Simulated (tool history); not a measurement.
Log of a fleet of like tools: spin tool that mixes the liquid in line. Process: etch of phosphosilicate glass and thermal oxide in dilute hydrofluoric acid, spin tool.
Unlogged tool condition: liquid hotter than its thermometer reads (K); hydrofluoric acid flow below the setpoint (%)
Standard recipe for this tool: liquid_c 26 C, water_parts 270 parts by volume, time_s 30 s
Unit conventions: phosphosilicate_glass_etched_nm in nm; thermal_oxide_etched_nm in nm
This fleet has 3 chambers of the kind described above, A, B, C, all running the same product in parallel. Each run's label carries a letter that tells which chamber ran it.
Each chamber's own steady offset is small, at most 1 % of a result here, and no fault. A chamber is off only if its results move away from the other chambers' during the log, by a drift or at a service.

run     day  liquid_c  water_parts  time_s  hours since the thermometer was replaced  hours since the hydrofluoric acid flow meter was replaced  read-back film thickness of the phosphosilicate glass reference wafer, read on the same gauge (nm)  read-back film thickness of the thermal oxide reference wafer, read on the same gauge (nm)  phosphosilicate_glass_etched_nm  thermal_oxide_etched_nm
 1A   0.633        26          270      30                                     549.5                                                      746.8                                                                                              80.011                                                                                      119.97                           17.118                  0.44902
 2C    0.95        26          270      30                                     540.4                                                      539.8                                                                                              79.994                                                                                      119.99                           16.978                   0.4196
 3B   1.575        26          270      30                                    1294.4                                                      292.7                                                                                              79.986                                                                                      119.99                           17.084                  0.46828
 4B   1.962        26          270      30                                    1303.7                                                        302                                                                                              80.025                                                                                      120.01                           17.053                  0.48557
 5C   2.321      23.5          270      35                                     573.3                                                      572.7                                                                                              80.003                                                                                      119.99                           18.249                  0.50955
 6A   2.938      23.5          270      35                                     604.8                                                      802.1                                                                                              79.986                                                                                      119.98                            18.29                  0.50797
 7A   3.529      23.5          270      35                                       619                                                      816.3                                                                                              80.002                                                                                         120                           18.448                  0.43412
 8B   3.842        26          270      30                                    1348.8                                                      347.1                                                                                               80.02                                                                                      120.04                           17.052                  0.45981
 9C   4.342        26          270      30                                     621.8                                                      621.2                                                                                              79.993                                                                                      119.99                           16.969                  0.46526
10C   4.771        26          270      30                                     632.1                                                      631.5                                                                                              80.006                                                                                      120.04                           16.979                  0.46652
11B   5.125        26          345      30                                    1379.6                                                      377.9                                                                                              79.993                                                                                      119.98                           12.388                   0.3572
12A   5.604        26          345      30                                     668.8                                                      866.1                                                                                              79.981                                                                                      120.04                           12.338                  0.29009
13C   5.946        26          345      30                                     660.3                                                      659.7                                                                                              79.984                                                                                      120.03                           12.261                  0.31844
14B   6.225        26          270      30                                      1406                                                      404.3                                                                                              79.986                                                                                      119.99                            17.06                  0.44336
15A   6.792        26          270      30                                     697.3                                                      894.6                                                                                              80.004                                                                                         120                           17.122                  0.42993
      7.125  -- chamber C: hydrofluoric acid flow meter replaced
16A    7.35        26          270      30                                     710.7                                                        908                                                                                              80.001                                                                                      119.97                           17.166                  0.47751
17C   7.642        26          270      30                                       701                                                       12.4                                                                                              79.985                                                                                      120.03                            17.12                  0.46907
18B   8.258        26          270      30                                    1454.8                                                      453.1                                                                                              79.991                                                                                      119.98                            17.08                  0.42675
19C   8.692        26          270      30                                     726.2                                                       37.6                                                                                              79.996                                                                                      119.99                           17.149                   0.5095
20A   9.188        26          270      30                                     754.8                                                      952.1                                                                                              80.017                                                                                      119.97                            17.14                  0.46536
21B   9.517        26          270      30                                      1485                                                      483.3                                                                                              80.001                                                                                      120.03                           17.032                  0.46965
22C   9.875        26          270      30                                     754.6                                                         66                                                                                                  80                                                                                         120                           17.058                   0.4139
23A  10.267        26          270      30                                     780.7                                                        978                                                                                              80.009                                                                                         120                           17.168                  0.50247
24B  10.654      29.5          220      30                                    1512.3                                                      510.6                                                                                              79.971                                                                                         120                           25.065                  0.71004
25B  11.242      29.5          220      30                                    1526.4                                                      524.7                                                                                              79.992                                                                                         120                           25.019                   0.7108
26C    11.7      29.5          220      30                                     798.4                                                      109.8                                                                                              80.009                                                                                      120.04                           25.033                  0.73071
27A  12.183        26          270      30                                     826.7                                                       1024                                                                                              79.993                                                                                      120.01                           17.103                    0.471
28C  12.488        26          270      30                                     817.3                                                      128.7                                                                                              80.005                                                                                      120.04                           17.099                  0.46835
29B  12.904        26          375      30                                    1566.3                                                      564.6                                                                                              80.004                                                                                         120                           11.076                  0.31975
30A    13.4        26          375      30                                     855.9                                                     1053.2                                                                                              79.989                                                                                      119.99                           11.076                  0.31462
31B  13.692        26          375      30                                    1585.2                                                      583.5                                                                                              79.998                                                                                      120.03                           10.941                  0.29135
32A   14.25        26          270      30                                     876.3                                                     1073.6                                                                                              79.972                                                                                      120.02                           17.199                  0.47485
33C  14.829        26          270      30                                     873.5                                                      184.9                                                                                              80.009                                                                                      119.97                           17.173                  0.46179
34C  15.367        26          270      30                                     886.4                                                      197.8                                                                                              79.989                                                                                      119.99                           17.161                  0.50589
35B  15.708        26          270      30                                    1633.6                                                      631.9                                                                                              80.004                                                                                      119.98                           17.277                  0.43797
36A   16.05        26          270      30                                     919.5                                                     1116.8                                                                                              79.999                                                                                      120.01                           17.094                  0.45139
     16.325  -- chamber A: hydrofluoric acid flow meter replaced
37C  16.538        26          270      30                                     914.5                                                      225.9                                                                                              79.983                                                                                      119.97                            17.05                  0.51622
38A  17.008        26          270      30                                     942.5                                                       16.5                                                                                              80.004                                                                                      120.01                           17.274                  0.46243
39B  17.554      22.5          270      20                                    1677.9                                                      676.2                                                                                              80.006                                                                                      119.97                           10.086                  0.28576
40C  18.171      22.5          270      20                                     953.7                                                      265.1                                                                                              79.972                                                                                         120                           10.068                  0.29002
41A  18.696      22.5          270      20                                       983                                                         57                                                                                              80.002                                                                                      120.01                           10.089                  0.29385
     19.271  -- chamber B: hydrofluoric acid flow meter replaced
42B  19.275        26          155      30                                    1719.2                                                        0.1                                                                                              80.003                                                                                      119.99                           34.168                  0.94501
43A  19.575        26          155      30                                    1004.1                                                       78.1                                                                                               79.97                                                                                         120                           34.196                  0.90982
44B  20.058        26          155      30                                      1738                                                       18.9                                                                                              80.011                                                                                      120.05                           34.246                  0.96972

The same settings go to every chamber for the next run, one line per chamber below. Forecast the results for each:
45A  20.512        26          270      40                                                                                                                                                                                                                                                                                                                                     ?                        ?
45B  20.512        26          270      40                                                                                                                                                                                                                                                                                                                                     ?                        ?
45C  20.512        26          270      40                                                                                                                                                                                                                                                                                                                                     ?                        ?

run  phosphosilicate_glass_etched_nm  thermal_oxide_etched_nm
45A                           22.988                  0.64222
45B                           22.888                  0.60495
45C                           22.769                  0.62471
